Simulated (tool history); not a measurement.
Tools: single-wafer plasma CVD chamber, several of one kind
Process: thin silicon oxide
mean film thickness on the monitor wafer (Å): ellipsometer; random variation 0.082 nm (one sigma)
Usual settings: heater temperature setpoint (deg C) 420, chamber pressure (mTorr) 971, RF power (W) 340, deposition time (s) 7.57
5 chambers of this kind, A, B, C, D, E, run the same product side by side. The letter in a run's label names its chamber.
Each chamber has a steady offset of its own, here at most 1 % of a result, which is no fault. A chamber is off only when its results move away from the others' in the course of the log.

run,hour,heater temperature setpoint (deg C),chamber pressure (mTorr),RF power (W),deposition time (s),"read-back reference wafer on the same gauge, thickness_nm",mean film thickness on the monitor wafer (Å)
1A,2.4,420,971,340,7.57,16.607,169.54
2C,6.4,420,971,340,7.57,16.608,169.98
3E,8.7,420,971,340,7.57,16.602,170.04
4B,13.2,420,971,340,7.57,16.607,171.63
5D,17.2,420,971,340,8.19,16.582,185.55
6C,21.1,420,971,340,8.19,16.602,182.88
7D,25.1,420,971,340,8.19,16.608,183.54
8B,28.5,420,971,340,8.19,16.591,183.88
9E,32.9,420,971,340,8.19,16.607,183.53
10A,35.9,420,971,365,7.57,16.608,173.69
11E,38.9,420,971,365,7.57,16.591,175.37
12D,42.8,420,971,365,7.57,16.585,175.29
13B,47.6,420,971,365,7.57,16.605,174.75
14A,52.4,420,971,365,7.57,16.610,172.29
15C,56.5,420,971,340,7.57,16.616,169.91
16C,61.0,420,971,340,7.57,16.592,170.05
17A,64.4,420,971,340,8.48,16.607,187.13
18D,69.3,420,971,340,8.48,16.592,188.90
19B,73.3,420,971,340,8.48,16.592,192.75
20E,77.2,420,971,340,8.48,16.620,191.59
21C,80.5,420,971,340,8.48,16.593,190.15
22A,84.4,420,971,340,7.57,16.586,169.74
# hour 86.2: chamber E: RF generator calibrated
23D,87.2,420,971,340,7.57,16.599,170.51
24E,90.9,420,971,340,7.57,16.595,169.87
25B,94.5,420,971,340,7.57,16.624,171.07
26E,99.2,420,971,340,7.57,16.600,170.62
27D,102.6,420,971,340,7.57,16.600,170.22
28B,106.7,420,971,340,7.57,16.615,172.11
29A,109.8,420,971,340,7.57,16.591,168.10
30C,112.1,420,971,340,7.57,16.625,171.01
31B,115.2,420,971,340,7.57,16.614,171.15
32A,118.5,420,971,340,7.57,16.606,168.07

What goes on in this fleet: one chamber off, a drifting gauge, or nothing beyond the chambers' own small offsets? Name the chamber and the cause, if any.

No chamber stands off beyond its own small offset, and the gauge holds steady.
